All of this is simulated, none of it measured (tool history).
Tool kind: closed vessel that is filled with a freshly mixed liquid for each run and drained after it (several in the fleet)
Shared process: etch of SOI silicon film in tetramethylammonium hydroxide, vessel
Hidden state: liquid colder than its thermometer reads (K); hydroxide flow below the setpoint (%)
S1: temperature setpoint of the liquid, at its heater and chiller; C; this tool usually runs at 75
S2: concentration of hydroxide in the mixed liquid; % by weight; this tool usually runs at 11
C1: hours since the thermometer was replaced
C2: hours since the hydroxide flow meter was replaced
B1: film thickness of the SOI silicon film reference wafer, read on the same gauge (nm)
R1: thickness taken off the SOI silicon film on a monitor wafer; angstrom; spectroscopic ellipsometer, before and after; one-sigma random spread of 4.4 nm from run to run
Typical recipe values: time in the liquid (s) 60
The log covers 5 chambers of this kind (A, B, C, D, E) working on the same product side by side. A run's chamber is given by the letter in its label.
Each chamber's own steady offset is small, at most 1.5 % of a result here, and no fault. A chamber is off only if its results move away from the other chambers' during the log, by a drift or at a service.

{"run": "1B", "day": 0.35, "S1": 75, "S2": 11, "time in the liquid (s)": 60, "C1": 1001.8, "C2": 1378.9, "B1": 89.991, "R1": 5999.1}
{"run": "2C", "day": 0.646, "S1": 75, "S2": 11, "time in the liquid (s)": 60, "C1": 1215.7, "C2": 701.3, "B1": 90.019, "R1": 5761.6}
{"run": "3A", "day": 0.979, "S1": 75, "S2": 11, "time in the liquid (s)": 60, "C1": 1585.3, "C2": 725.9, "B1": 90.041, "R1": 5900.5}
{"run": "4E", "day": 1.296, "S1": 75, "S2": 11, "time in the liquid (s)": 60, "C1": 541.7, "C2": 1747.4, "B1": 89.974, "R1": 5923.6}
{"day": 1.621, "done": "chamber A: thermometer replaced"}
{"run": "5D", "day": 1.646, "S1": 75, "S2": 11, "time in the liquid (s)": 60, "C1": 270.9, "C2": 1198.7, "B1": 89.961, "R1": 5907.7}
{"run": "6C", "day": 1.912, "S1": 75, "S2": 11, "time in the liquid (s)": 60, "C1": 1246.1, "C2": 731.7, "B1": 89.947, "R1": 5894.2}
{"day": 2.133, "done": "chamber E: thermometer replaced"}
{"run": "7A", "day": 2.262, "S1": 75, "S2": 11, "time in the liquid (s)": 35, "C1": 15.4, "C2": 756.7, "B1": 90.007, "R1": 3411.4}
{"run": "8D", "day": 2.454, "S1": 75, "S2": 11, "time in the liquid (s)": 35, "C1": 290.3, "C2": 1218.1, "B1": 89.934, "R1": 3446.5}
{"run": "9B", "day": 2.762, "S1": 75, "S2": 11, "time in the liquid (s)": 35, "C1": 1059.7, "C2": 1436.8, "B1": 89.922, "R1": 3479.9}
{"run": "10E", "day": 3.029, "S1": 75, "S2": 11, "time in the liquid (s)": 35, "C1": 21.5, "C2": 1789, "B1": 89.986, "R1": 3444.5}
{"run": "11E", "day": 3.238, "S1": 75, "S2": 11, "time in the liquid (s)": 35, "C1": 26.5, "C2": 1794, "B1": 90.027, "R1": 3464.2}
{"run": "12B", "day": 3.446, "S1": 75, "S2": 14.5, "time in the liquid (s)": 35, "C1": 1076.1, "C2": 1453.2, "B1": 90.007, "R1": 3039.9}
{"run": "13D", "day": 3.8, "S1": 75, "S2": 14.5, "time in the liquid (s)": 35, "C1": 322.6, "C2": 1250.4, "B1": 89.988, "R1": 3070.5}
{"run": "14A", "day": 3.983, "S1": 75, "S2": 14.5, "time in the liquid (s)": 35, "C1": 56.7, "C2": 798, "B1": 89.974, "R1": 3021.9}
{"run": "15C", "day": 4.2, "S1": 75, "S2": 14.5, "time in the liquid (s)": 35, "C1": 1301, "C2": 786.6, "B1": 89.97, "R1": 3005.3}
{"run": "16C", "day": 4.375, "S1": 75, "S2": 14.5, "time in the liquid (s)": 35, "C1": 1305.2, "C2": 790.8, "B1": 90.036, "R1": 2957.6}
{"run": "17A", "day": 4.567, "S1": 75, "S2": 8, "time in the liquid (s)": 45, "C1": 70.7, "C2": 812, "B1": 89.977, "R1": 4899.9}
{"run": "18E", "day": 4.767, "S1": 75, "S2": 8, "time in the liquid (s)": 45, "C1": 63.2, "C2": 1830.7, "B1": 89.999, "R1": 4960.6}
{"run": "19B", "day": 5.071, "S1": 75, "S2": 8, "time in the liquid (s)": 45, "C1": 1115.1, "C2": 1492.2, "B1": 89.967, "R1": 4940.5}
{"run": "20D", "day": 5.242, "S1": 75, "S2": 8, "time in the liquid (s)": 45, "C1": 357.2, "C2": 1285, "B1": 90.04, "R1": 4970.3}
{"run": "21D", "day": 5.475, "S1": 75, "S2": 8, "time in the liquid (s)": 45, "C1": 362.8, "C2": 1290.6, "B1": 90, "R1": 4952.1}
{"run": "22E", "day": 5.817, "S1": 75, "S2": 11, "time in the liquid (s)": 60, "C1": 88.4, "C2": 1855.9, "B1": 90.049, "R1": 5820.2}
{"run": "23C", "day": 6.088, "S1": 75, "S2": 11, "time in the liquid (s)": 60, "C1": 1346.3, "C2": 831.9, "B1": 90, "R1": 5858.5}
{"run": "24A", "day": 6.362, "S1": 80.5, "S2": 9.5, "time in the liquid (s)": 60, "C1": 113.8, "C2": 855.1, "B1": 89.999, "R1": 8495.7}
{"run": "25B", "day": 6.662, "S1": 80.5, "S2": 9.5, "time in the liquid (s)": 60, "C1": 1153.3, "C2": 1530.4, "B1": 89.972, "R1": 8488.8}
{"run": "26B", "day": 6.917, "S1": 80.5, "S2": 9.5, "time in the liquid (s)": 60, "C1": 1159.4, "C2": 1536.5, "B1": 89.965, "R1": 8347.6}
{"run": "27A", "day": 7.129, "S1": 80.5, "S2": 9.5, "time in the liquid (s)": 60, "C1": 132.2, "C2": 873.5, "B1": 90.021, "R1": 8264.6}
{"run": "28D", "day": 7.488, "S1": 80.5, "S2": 9.5, "time in the liquid (s)": 60, "C1": 411.1, "C2": 1338.9, "B1": 89.98, "R1": 8504}
{"run": "29C", "day": 7.788, "S1": 75, "S2": 11, "time in the liquid (s)": 60, "C1": 1387.1, "C2": 872.7, "B1": 89.993, "R1": 5762.8}
{"run": "30E", "day": 7.95, "S1": 75, "S2": 11, "time in the liquid (s)": 60, "C1": 139.6, "C2": 1907.1, "B1": 89.928, "R1": 5848.5}
{"day": 8.192, "done": "chamber E: hydroxide flow meter replaced"}
{"run": "31D", "day": 8.3, "S1": 75, "S2": 11, "time in the liquid (s)": 60, "C1": 430.6, "C2": 1358.4, "B1": 89.954, "R1": 5963.7}
{"run": "32C", "day": 8.596, "S1": 75, "S2": 11, "time in the liquid (s)": 60, "C1": 1406.5, "C2": 892.1, "B1": 89.997, "R1": 5914.3}
{"run": "33A", "day": 8.879, "S1": 75, "S2": 11, "time in the liquid (s)": 60, "C1": 174.2, "C2": 915.5, "B1": 90.065, "R1": 5894.1}
{"day": 9.15, "done": "chamber B: hydroxide flow meter replaced"}
{"run": "34B", "day": 9.233, "S1": 75, "S2": 11, "time in the liquid (s)": 80, "C1": 1215, "C2": 2, "B1": 89.978, "R1": 7827.5}
{"run": "35E", "day": 9.542, "S1": 75, "S2": 11, "time in the liquid (s)": 80, "C1": 177.8, "C2": 32.5, "B1": 89.968, "R1": 7814.2}
{"run": "36C", "day": 9.846, "S1": 75, "S2": 11, "time in the liquid (s)": 80, "C1": 1436.5, "C2": 922.1, "B1": 90.042, "R1": 7746.8}
{"run": "37B", "day": 10.175, "S1": 75, "S2": 11, "time in the liquid (s)": 80, "C1": 1237.6, "C2": 24.6, "B1": 90.056, "R1": 7892.1}
{"run": "38D", "day": 10.354, "S1": 75, "S2": 11, "time in the liquid (s)": 80, "C1": 479.9, "C2": 1407.7, "B1": 90.016, "R1": 7942.6}
{"run": "39A", "day": 10.621, "S1": 77.5, "S2": 11, "time in the liquid (s)": 30, "C1": 216, "C2": 957.3, "B1": 89.969, "R1": 3366.3}
{"run": "40E", "day": 10.796, "S1": 77.5, "S2": 11, "time in the liquid (s)": 30, "C1": 207.9, "C2": 62.6, "B1": 90.022, "R1": 3392.5}
{"run": "41D", "day": 11.088, "S1": 77.5, "S2": 11, "time in the liquid (s)": 30, "C1": 497.5, "C2": 1425.3, "B1": 89.995, "R1": 3408.2}
{"run": "42E", "day": 11.371, "S1": 77.5, "S2": 11, "time in the liquid (s)": 30, "C1": 221.7, "C2": 76.4, "B1": 89.958, "R1": 3420.6}

What goes on in this fleet: one chamber off, a drifting gauge, or nothing beyond the chambers' own small offsets? Name the chamber and the cause, if any.

No chamber stands off beyond its own small offset, and the gauge holds steady.
